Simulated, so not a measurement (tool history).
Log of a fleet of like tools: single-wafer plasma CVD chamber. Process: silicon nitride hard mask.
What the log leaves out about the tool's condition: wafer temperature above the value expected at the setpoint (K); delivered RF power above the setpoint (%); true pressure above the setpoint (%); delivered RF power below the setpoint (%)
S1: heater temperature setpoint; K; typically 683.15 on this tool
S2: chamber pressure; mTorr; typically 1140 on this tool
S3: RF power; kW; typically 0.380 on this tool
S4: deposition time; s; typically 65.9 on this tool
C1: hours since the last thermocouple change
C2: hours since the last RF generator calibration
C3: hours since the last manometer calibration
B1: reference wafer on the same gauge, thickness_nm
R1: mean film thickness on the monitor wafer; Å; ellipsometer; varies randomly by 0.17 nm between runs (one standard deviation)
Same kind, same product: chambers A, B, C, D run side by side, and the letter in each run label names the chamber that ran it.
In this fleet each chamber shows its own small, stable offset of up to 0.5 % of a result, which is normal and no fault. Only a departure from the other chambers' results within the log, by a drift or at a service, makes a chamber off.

| run | hour | S1 | S2 | S3 | S4 | C1 | C2 | C3 | B1 | R1 |
|---|---|---|---|---|---|---|---|---|---|---|
| 1C | 6.3 | 683.15 | 1140 | 0.380 | 65.9 | 2894.9 | 142.2 | 264.6 | 94.054 | 791.66 |
| 2D | 14.1 | 683.15 | 1140 | 0.380 | 65.9 | 1367.2 | 21.2 | 1635.3 | 93.999 | 790.82 |
| 3A | 22.2 | 683.15 | 1140 | 0.380 | 65.9 | 853.6 | 2327.7 | 1797.8 | 93.928 | 788.58 |
| 4B | 31.4 | 683.15 | 1140 | 0.380 | 65.9 | 1440.1 | 239.1 | 1456.9 | 94.002 | 794.94 |
| 5C | 37.0 | 683.15 | 1140 | 0.380 | 65.9 | 2925.6 | 172.9 | 295.3 | 93.997 | 793.50 |
|  | 41.9 | chamber A: RF generator calibrated |
| 6A | 44.2 | 683.15 | 1140 | 0.380 | 65.9 | 875.6 | 2.3 | 1819.8 | 93.975 | 787.75 |
| 7D | 50.6 | 683.15 | 1140 | 0.380 | 65.9 | 1403.7 | 57.7 | 1671.8 | 93.975 | 788.36 |
| 8B | 58.6 | 683.15 | 1140 | 0.380 | 65.9 | 1467.3 | 266.3 | 1484.1 | 94.077 | 793.87 |
| 9D | 67.1 | 683.15 | 1140 | 0.380 | 65.9 | 1420.2 | 74.2 | 1688.3 | 93.968 | 792.61 |
| 10A | 74.6 | 683.15 | 1140 | 0.380 | 59.0 | 906.0 | 32.7 | 1850.2 | 94.001 | 704.52 |
| 11C | 79.9 | 683.15 | 1140 | 0.380 | 59.0 | 2968.5 | 215.8 | 338.2 | 94.011 | 712.28 |
| 12B | 85.4 | 683.15 | 1140 | 0.380 | 59.0 | 1494.1 | 293.1 | 1510.9 | 93.978 | 713.38 |
| 13C | 90.3 | 683.15 | 1140 | 0.380 | 59.0 | 2978.9 | 226.2 | 348.6 | 93.991 | 713.29 |
| 14B | 96.1 | 683.15 | 1140 | 0.380 | 65.9 | 1504.8 | 303.8 | 1521.6 | 93.949 | 790.75 |
| 15A | 100.6 | 683.15 | 1370 | 0.380 | 55.2 | 932.0 | 58.7 | 1876.2 | 94.037 | 698.56 |
| 16D | 106.2 | 683.15 | 1370 | 0.380 | 55.2 | 1459.3 | 113.3 | 1727.4 | 93.999 | 704.22 |
| 17D | 111.6 | 683.15 | 1370 | 0.380 | 55.2 | 1464.7 | 118.7 | 1732.8 | 94.045 | 701.36 |
| 18A | 120.5 | 683.15 | 1370 | 0.380 | 55.2 | 951.9 | 78.6 | 1896.1 | 93.957 | 699.67 |
| 19C | 128.5 | 683.15 | 1040 | 0.380 | 65.9 | 3017.1 | 264.4 | 386.8 | 93.944 | 771.55 |
| 20B | 136.0 | 683.15 | 1040 | 0.380 | 65.9 | 1544.7 | 343.7 | 1561.5 | 94.026 | 763.99 |
| 21B | 140.8 | 683.15 | 1040 | 0.380 | 65.9 | 1549.5 | 348.5 | 1566.3 | 94.027 | 769.11 |
| 22D | 150.3 | 683.15 | 1040 | 0.380 | 65.9 | 1503.4 | 157.4 | 1771.5 | 93.938 | 771.44 |
| 23A | 155.1 | 683.15 | 1140 | 0.380 | 65.9 | 986.5 | 113.2 | 1930.7 | 94.023 | 788.45 |
| 24C | 162.7 | 683.15 | 1140 | 0.380 | 65.9 | 3051.3 | 298.6 | 421.0 | 93.987 | 793.87 |

Predict what each chamber gives when all 4 of them run the settings below next.
| 25A | 169.8 | 692.15 | 1140 | 0.380 | 65.9 |  |  |  |  | ? |
| 25B | 169.8 | 692.15 | 1140 | 0.380 | 65.9 |  |  |  |  | ? |
| 25C | 169.8 | 692.15 | 1140 | 0.380 | 65.9 |  |  |  |  | ? |
| 25D | 169.8 | 692.15 | 1140 | 0.380 | 65.9 |  |  |  |  | ? |

| run | R1 |
|---|---|
| 25A | 782.03 |
| 25B | 788.91 |
| 25C | 791.52 |
| 25D | 788.49 |
